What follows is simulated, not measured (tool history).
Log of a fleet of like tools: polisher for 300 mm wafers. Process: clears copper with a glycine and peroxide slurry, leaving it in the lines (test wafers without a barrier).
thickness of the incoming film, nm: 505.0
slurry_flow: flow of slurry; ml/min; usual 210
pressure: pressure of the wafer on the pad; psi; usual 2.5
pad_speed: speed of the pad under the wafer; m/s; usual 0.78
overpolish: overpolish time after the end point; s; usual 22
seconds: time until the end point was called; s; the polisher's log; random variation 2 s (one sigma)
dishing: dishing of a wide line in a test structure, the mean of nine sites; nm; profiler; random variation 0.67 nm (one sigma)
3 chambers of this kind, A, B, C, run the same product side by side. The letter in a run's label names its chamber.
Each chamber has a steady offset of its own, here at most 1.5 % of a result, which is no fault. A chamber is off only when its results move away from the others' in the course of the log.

run	day	slurry_flow	pressure	pad_speed	overpolish	seconds	dishing
# day 0.088: chamber C: worn pad replaced by a new one
1A	0.45	210	2.5	0.78	22	151.02	45.879
2B	0.783	210	2.5	0.78	22	150.72	45.739
3C	1.412	210	2.5	0.78	22	150.04	44.961
4A	1.754	210	2.5	0.78	22	150.6	47.346
5B	2.067	210	2.5	0.78	22	151.34	44.963
# day 2.229: chamber A: worn pad replaced by a new one
6C	2.5	210	2.5	0.78	22	149.02	46.711
7A	2.979	210	2.5	0.78	22	150.12	46.289
# day 3.388: chamber C: slurry nozzle cleaned
8C	3.467	210	2.5	0.78	22	152.54	45.196
# day 3.821: chamber B: worn pad replaced by a new one
9B	3.821	210	2.5	0.56	34	193.62	55.372
# day 4.042: chamber A: head pressure recalibrated
# day 4.146: chamber B: head pressure recalibrated
10B	4.404	210	2.5	0.56	34	178.75	57.997
11A	4.688	210	2.5	0.56	34	192.01	54.747
12C	5.288	210	2.5	0.78	22	151.84	45.88
# day 5.675: chamber A: slurry nozzle cleaned
13A	5.883	210	2.5	0.78	22	153.43	47.039
14C	6.521	210	2.5	0.78	22	152.38	45.861
15B	7.083	150	2.5	0.78	22	145.83	48.227
# day 7.488: chamber C: worn pad replaced by a new one
16C	7.617	150	2.5	0.78	22	162.03	43.324
17A	8	150	2.5	0.78	22	161.17	45.58
# day 8.571: chamber B: worn pad replaced by a new one
18B	8.617	210	2.5	0.78	22	140.84	48.42
19B	9.192	210	2.5	0.78	22	139.39	49.212
20A	9.533	210	2.5	0.78	22	151.77	47.242
21C	9.833	210	2.5	0.78	22	151.29	46.097
# day 10: chamber A: worn pad replaced by a new one
22A	10.142	210	2.5	0.78	28	152.54	56.118
23C	10.55	210	2.5	0.78	28	151.94	55.491
24B	11.054	210	2.5	0.78	28	141.32	57.107
25B	11.604	210	3.2	0.54	22	154.26	45.557

Next, every chamber runs the same settings. What will each give?
26A	12.075	210	2.5	0.52	22	?	?
26B	12.075	210	2.5	0.52	22	?	?
26C	12.075	210	2.5	0.52	22	?	?

run	seconds	dishing
26A	205.16	37.203
26B	189.65	38.831
26C	206.77	35.581
